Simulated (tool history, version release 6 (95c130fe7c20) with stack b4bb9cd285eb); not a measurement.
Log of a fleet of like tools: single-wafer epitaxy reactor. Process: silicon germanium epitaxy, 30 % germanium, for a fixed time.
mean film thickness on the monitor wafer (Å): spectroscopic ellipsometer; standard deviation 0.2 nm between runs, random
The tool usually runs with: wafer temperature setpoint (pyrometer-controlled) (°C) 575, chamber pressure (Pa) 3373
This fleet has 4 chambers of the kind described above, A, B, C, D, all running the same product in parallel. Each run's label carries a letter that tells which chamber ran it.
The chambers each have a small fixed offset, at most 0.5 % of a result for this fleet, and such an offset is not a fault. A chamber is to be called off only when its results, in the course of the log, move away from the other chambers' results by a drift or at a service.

run     day  wafer temperature setpoint (pyrometer-controlled) (°C)  chamber pressure (Pa)  read-back reference wafer on the same gauge, thickness_nm  mean film thickness on the monitor wafer (Å)
 1A   0.308                                                     575                   3373                                                     42.163                                        404.54
 2C   0.858                                                     575                   3373                                                     42.212                                        402.42
 3D   1.238                                                     575                   3373                                                     42.196                                        406.81
 4B   1.683                                                     575                   3373                                                     42.219                                        407.32
 5A   1.954                                                     575                   3373                                                       42.2                                        407.33
 6B   2.467                                                     575                   3373                                                     42.229                                        403.35
 7C    2.85                                                     575                   3373                                                     42.213                                        403.07
 8D   3.196                                                     575                   3373                                                     42.198                                        404.56
 9B   3.633                                                     575                   3373                                                     42.248                                           403
10A   4.075                                                     575                   3373                                                     42.197                                        404.36
11C   4.658                                                     575                   3373                                                     42.162                                        404.95
      4.796  -- chamber C: pyrometer calibrated
12D   4.962                                                     575                   3373                                                     42.182                                        408.04
13A   5.329                                                     575                   3373                                                     42.191                                        403.53
14C   5.662                                                     575                   3373                                                     42.208                                        427.87
15D   6.233                                                     575                   3093                                                     42.177                                        391.56
16B     6.8                                                     575                   3093                                                     42.182                                         391.7
17B   7.367                                                     575                   3093                                                     42.219                                           395
18C   7.642                                                     575                   3093                                                     42.214                                        415.52
19A   8.179                                                     575                   3373                                                     42.174                                         403.3
20D   8.512                                                     575                   3373                                                     42.193                                        402.57
21D   9.096                                                     575                   3373                                                     42.173                                        405.47
22A   9.612                                                     565                   2746                                                     42.202                                        306.16
23B  10.142                                                     565                   2746                                                     42.221                                        304.65
24C  10.617                                                     565                   2746                                                     42.205                                        322.51
25C  10.929                                                     565                   2746                                                     42.181                                         329.7
     11.054  -- chamber D: pyrometer calibrated
26D  11.479                                                     586                   3373                                                     42.167                                         497.5
27A  11.862                                                     586                   3373                                                     42.205                                        502.63
28B  12.433                                                     586                   3373                                                     42.285                                        499.49
29D    12.7                                                     586                   3373                                                     42.177                                        497.58
30A      13                                                     575                   3373                                                     42.223                                        403.49
31C  13.262                                                     575                   3373                                                     42.215                                        433.35
32B  13.825                                                     575                   3373                                                     42.238                                        405.55
33C  14.175                                                     575                   3373                                                     42.179                                        430.22

Next, every chamber runs the same settings. What will each give?
34A  14.6                                                     575                   2640                                                                                                        ?
34B  14.6                                                     575                   2640                                                                                                        ?
34C  14.6                                                     575                   2640                                                                                                        ?
34D  14.6                                                     575                   2640                                                                                                        ?

run  mean film thickness on the monitor wafer (Å)
34A                                        362.28
34B                                        368.77
34C                                        389.29
34D                                         366.9
